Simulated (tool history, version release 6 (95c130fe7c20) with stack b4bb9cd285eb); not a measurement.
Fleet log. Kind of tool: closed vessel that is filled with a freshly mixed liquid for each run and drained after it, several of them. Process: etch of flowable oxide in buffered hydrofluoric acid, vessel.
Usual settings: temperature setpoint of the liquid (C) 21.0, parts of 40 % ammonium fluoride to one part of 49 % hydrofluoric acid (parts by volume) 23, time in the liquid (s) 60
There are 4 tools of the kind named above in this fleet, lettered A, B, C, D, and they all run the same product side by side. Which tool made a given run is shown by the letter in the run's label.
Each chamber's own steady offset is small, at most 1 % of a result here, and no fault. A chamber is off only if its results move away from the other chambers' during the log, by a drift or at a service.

run,hour,temperature setpoint of the liquid (C),parts of 40 % ammonium fluoride to one part of 49 % hydrofluoric acid (parts by volume),time in the liquid (s),hours since the thermometer was replaced,hours since the hydrofluoric acid flow meter was replaced,"read-back film thickness of the flowable oxide reference wafer, read on the same gauge (nm)",thickness taken off the flowable oxide on a monitor wafer (angstrom)
1B,8.2,21.0,23,60,999.4,286.2,50.006,922.77
2A,20.6,21.0,23,60,952.6,1398.9,50.007,900.64
3C,34.4,21.0,23,60,62.0,774.5,49.984,907.90
4D,48.6,21.0,23,60,446.6,1337.4,49.982,904.77
5C,57.5,21.0,23,60,85.1,797.6,49.987,918.41
6A,70.4,21.0,30,85,1002.4,1448.7,49.977,1065.60
7D,83.9,21.0,30,85,481.9,1372.7,50.011,1061.80
8B,96.4,21.0,30,85,1087.6,374.4,49.989,1068.50
9A,110.3,21.0,30,85,1042.3,1488.6,50.026,1073.80
10B,123.1,21.0,23,60,1114.3,401.1,49.990,893.07
11D,131.4,21.0,23,60,529.4,1420.2,50.016,894.66
12C,141.3,21.0,23,60,168.9,881.4,49.992,907.38
13A,148.9,21.0,23,60,1080.9,1527.2,49.965,905.63
14C,163.9,21.0,23,60,191.5,904.0,49.998,897.17
15B,175.7,21.0,23,40,1166.9,453.7,50.003,595.90
16D,183.1,21.0,23,40,581.1,1471.9,50.030,597.67
17D,190.3,21.0,23,40,588.3,1479.1,50.006,603.95
# hour 193.6: chamber A: hydrofluoric acid flow meter replaced
18B,196.8,21.0,23,40,1188.0,474.8,49.996,590.67
19C,208.7,21.0,23,60,236.3,948.8,50.009,908.65
20A,219.7,21.0,23,60,1151.7,26.2,50.004,900.75
21B,234.7,21.0,23,60,1225.9,512.7,50.003,858.95
22C,244.9,21.0,23,60,272.5,985.0,49.997,898.27
# hour 245.2: chamber D: thermometer replaced
23D,252.6,21.0,23,60,7.5,1541.4,50.036,900.83
24A,260.2,21.0,23,60,1192.2,66.7,50.019,897.02
25B,268.4,21.0,23,60,1259.6,546.4,50.022,846.03
26D,275.0,23.5,23,35,29.9,1563.8,50.034,607.14
27C,282.8,23.5,23,35,310.4,1022.9,49.968,616.86
28A,291.9,23.5,23,35,1223.9,98.4,49.981,608.87
29C,301.1,23.5,23,35,328.7,1041.2,50.007,605.21
30B,314.9,21.0,23,60,1306.1,592.9,50.012,842.51
31D,329.0,21.0,23,60,83.9,1617.8,50.013,917.36
32A,341.4,23.0,23,30,1273.4,147.9,50.000,504.67
33B,355.1,23.0,23,30,1346.3,633.1,49.995,461.14
34C,364.4,23.0,23,30,392.0,1104.5,50.003,498.74
35A,371.7,23.0,23,30,1303.7,178.2,50.001,505.59
36D,386.8,21.0,19,80,141.7,1675.6,50.003,1388.20
37C,397.5,21.0,19,80,425.1,1137.6,49.997,1409.30
38A,405.6,21.0,19,80,1337.6,212.1,49.986,1388.00

Next, all 4 chambers run the settings below, one line each with question marks for the results. What does each chamber give?
39A,416.4,21.0,23,60,,,,?
39B,416.4,21.0,23,60,,,,?
39C,416.4,21.0,23,60,,,,?
39D,416.4,21.0,23,60,,,,?

run,thickness taken off the flowable oxide on a monitor wafer (angstrom)
39A,904.38
39B,833.07
39C,899.82
39D,893.96
